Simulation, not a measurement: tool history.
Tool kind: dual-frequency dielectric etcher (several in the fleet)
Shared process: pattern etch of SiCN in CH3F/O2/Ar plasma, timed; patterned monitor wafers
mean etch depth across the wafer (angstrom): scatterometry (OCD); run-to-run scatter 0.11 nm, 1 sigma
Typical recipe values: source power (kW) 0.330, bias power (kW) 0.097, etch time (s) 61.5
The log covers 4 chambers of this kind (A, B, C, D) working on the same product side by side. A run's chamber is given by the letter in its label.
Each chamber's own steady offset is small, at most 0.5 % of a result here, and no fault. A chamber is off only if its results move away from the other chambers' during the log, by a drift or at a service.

| run | hour | source power (kW) | bias power (kW) | etch time (s) | read-back reference wafer on the same gauge, depth_nm | mean etch depth across the wafer (angstrom) |
|---|---|---|---|---|---|---|
| 1C | 3.7 | 0.330 | 0.097 | 61.5 | 23.002 | 239.29 |
| 2A | 7.8 | 0.330 | 0.097 | 61.5 | 22.978 | 241.22 |
| 3D | 13.4 | 0.330 | 0.097 | 61.5 | 23.016 | 240.59 |
| 4B | 17.4 | 0.330 | 0.097 | 61.5 | 23.021 | 239.49 |
| 5A | 20.8 | 0.330 | 0.097 | 61.5 | 23.006 | 240.86 |
| 6D | 24.8 | 0.330 | 0.097 | 61.5 | 23.017 | 238.04 |
| 7C | 28.4 | 0.260 | 0.097 | 68.5 | 23.015 | 244.71 |
| 8B | 33.1 | 0.260 | 0.097 | 68.5 | 22.980 | 242.91 |
| 9A | 38.6 | 0.260 | 0.097 | 68.5 | 23.003 | 245.63 |
| 10C | 43.9 | 0.260 | 0.097 | 68.5 | 22.970 | 244.89 |
| 11D | 47.0 | 0.330 | 0.097 | 61.5 | 22.998 | 240.48 |
| 12B | 52.0 | 0.330 | 0.097 | 61.5 | 22.996 | 241.18 |
| 13C | 55.4 | 0.330 | 0.097 | 61.5 | 23.002 | 240.37 |
|  | 57.0 | chamber C: wet clean of the chamber |
| 14A | 60.5 | 0.330 | 0.097 | 61.5 | 23.007 | 239.76 |
| 15D | 64.7 | 0.330 | 0.097 | 61.5 | 23.000 | 239.80 |
| 16B | 67.6 | 0.330 | 0.097 | 61.5 | 23.004 | 239.88 |
| 17C | 71.6 | 0.330 | 0.097 | 61.5 | 22.987 | 239.65 |
| 18D | 75.3 | 0.330 | 0.080 | 73.0 | 23.006 | 266.52 |
| 19B | 79.7 | 0.330 | 0.080 | 73.0 | 23.009 | 267.80 |
| 20A | 84.2 | 0.330 | 0.080 | 73.0 | 22.998 | 265.70 |
| 21B | 87.8 | 0.330 | 0.080 | 73.0 | 22.985 | 264.44 |
| 22C | 91.1 | 0.330 | 0.097 | 61.5 | 22.988 | 242.85 |
| 23D | 96.7 | 0.330 | 0.097 | 61.5 | 23.010 | 240.61 |
| 24A | 99.5 | 0.330 | 0.097 | 61.5 | 23.014 | 240.00 |
| 25B | 103.3 | 0.330 | 0.097 | 61.5 | 22.992 | 242.23 |
| 26C | 108.6 | 0.330 | 0.097 | 61.5 | 23.009 | 240.22 |
| 27A | 112.0 | 0.330 | 0.097 | 61.5 | 23.006 | 240.13 |
| 28D | 117.6 | 0.380 | 0.078 | 61.5 | 22.995 | 231.43 |
| 29C | 122.4 | 0.380 | 0.078 | 61.5 | 23.027 | 234.32 |
| 30B | 126.7 | 0.380 | 0.078 | 61.5 | 23.012 | 232.00 |
| 31A | 130.9 | 0.380 | 0.078 | 61.5 | 22.994 | 235.70 |
| 32D | 133.6 | 0.330 | 0.110 | 69.5 | 22.998 | 283.65 |
| 33B | 136.3 | 0.330 | 0.110 | 69.5 | 22.992 | 286.39 |
| 34D | 139.8 | 0.330 | 0.110 | 69.5 | 22.981 | 283.33 |
| 35A | 143.7 | 0.330 | 0.110 | 69.5 | 23.019 | 285.69 |

Each of the 4 chambers runs these same settings next. Fill in every chamber's results:
| 36A | 147.7 | 0.280 | 0.097 | 61.5 |  | ? |
| 36B | 147.7 | 0.280 | 0.097 | 61.5 |  | ? |
| 36C | 147.7 | 0.280 | 0.097 | 61.5 |  | ? |
| 36D | 147.7 | 0.280 | 0.097 | 61.5 |  | ? |

| run | mean etch depth across the wafer (angstrom) |
|---|---|
| 36A | 227.85 |
| 36B | 226.14 |
| 36C | 226.90 |
| 36D | 224.53 |

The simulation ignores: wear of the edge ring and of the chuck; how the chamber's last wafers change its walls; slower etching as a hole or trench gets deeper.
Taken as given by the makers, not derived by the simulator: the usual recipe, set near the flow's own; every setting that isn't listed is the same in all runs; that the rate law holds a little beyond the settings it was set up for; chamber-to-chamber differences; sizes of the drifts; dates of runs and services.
